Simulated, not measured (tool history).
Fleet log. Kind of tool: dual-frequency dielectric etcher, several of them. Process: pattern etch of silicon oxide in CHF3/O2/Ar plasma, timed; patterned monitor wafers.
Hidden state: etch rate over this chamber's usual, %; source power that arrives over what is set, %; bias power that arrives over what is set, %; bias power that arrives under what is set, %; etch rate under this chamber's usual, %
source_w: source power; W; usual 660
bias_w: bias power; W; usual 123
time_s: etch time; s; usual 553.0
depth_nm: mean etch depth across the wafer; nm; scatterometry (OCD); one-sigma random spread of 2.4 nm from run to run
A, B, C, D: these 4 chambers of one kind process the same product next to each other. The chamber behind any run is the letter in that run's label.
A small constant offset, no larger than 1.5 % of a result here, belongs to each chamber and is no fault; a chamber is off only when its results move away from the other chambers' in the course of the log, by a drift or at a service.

run	hour	source_w	bias_w	time_s	hours since the last wet clean	hours since the last source power generator calibration	hours since the last bias power generator calibration	read-back reference wafer on the same gauge, depth_nm	depth_nm
1D	10.7	660	123	553.0	310.4	618.8	2099.0	1039.8	1006.80
2C	17.9	660	123	553.0	163.4	1256.0	1710.1	1040.0	996.56
3A	23.7	660	123	553.0	145.3	375.3	2736.0	1039.9	1000.30
4B	33.7	660	123	553.0	127.3	3751.3	2908.5	1039.7	993.14
5C	44.5	660	145	499.5	190.0	1282.6	1736.7	1040.4	943.11
6B	53.0	660	145	499.5	146.6	3770.6	2927.8	1040.1	940.89
7D	63.5	660	145	499.5	363.2	671.6	2151.8	1039.6	956.54
8A	74.7	660	145	499.5	196.3	426.3	2787.0	1039.7	951.84
9C	82.0	660	123	553.0	227.5	1320.1	1774.2	1040.0	999.91
# hour 86.2: chamber B: source power generator calibrated
10B	89.5	660	123	553.0	183.1	3.3	2964.3	1039.8	989.07
11D	96.7	660	123	553.0	396.4	704.8	2185.0	1039.9	1005.40
12A	104.1	660	123	553.0	225.7	455.7	2816.4	1040.3	999.20
13C	109.7	660	123	553.0	255.2	1347.8	1801.9	1040.8	995.74
14A	116.8	660	123	553.0	238.4	468.4	2829.1	1040.4	1003.20
15B	124.4	660	123	553.0	218.0	38.2	2999.2	1040.4	990.98
16D	131.5	660	123	553.0	431.2	739.6	2219.8	1040.2	1004.40
17C	139.0	660	123	553.0	284.5	1377.1	1831.2	1040.2	1000.70
18B	149.8	660	123	553.0	243.4	63.6	3024.6	1040.4	991.93
19D	161.4	660	123	553.0	461.1	769.5	2249.7	1040.5	1007.50
20A	173.2	660	123	553.0	294.8	524.8	2885.5	1040.4	1004.10
21B	182.2	660	123	553.0	275.8	96.0	3057.0	1040.2	995.17
22C	190.3	660	123	553.0	335.8	1428.4	1882.5	1039.4	995.44
23D	195.9	660	123	553.0	495.6	804.0	2284.2	1040.1	1006.20
24A	207.5	660	123	553.0	329.1	559.1	2919.8	1040.2	1002.50

Which is it: a chamber that has drifted or been left off by a service, a gauge drift common to all chambers, or only each chamber's usual small offset? If a chamber is off, name it and its likeliest cause.

The fleet is healthy, with each chamber sitting at its usual small offset and no drift in the gauge.

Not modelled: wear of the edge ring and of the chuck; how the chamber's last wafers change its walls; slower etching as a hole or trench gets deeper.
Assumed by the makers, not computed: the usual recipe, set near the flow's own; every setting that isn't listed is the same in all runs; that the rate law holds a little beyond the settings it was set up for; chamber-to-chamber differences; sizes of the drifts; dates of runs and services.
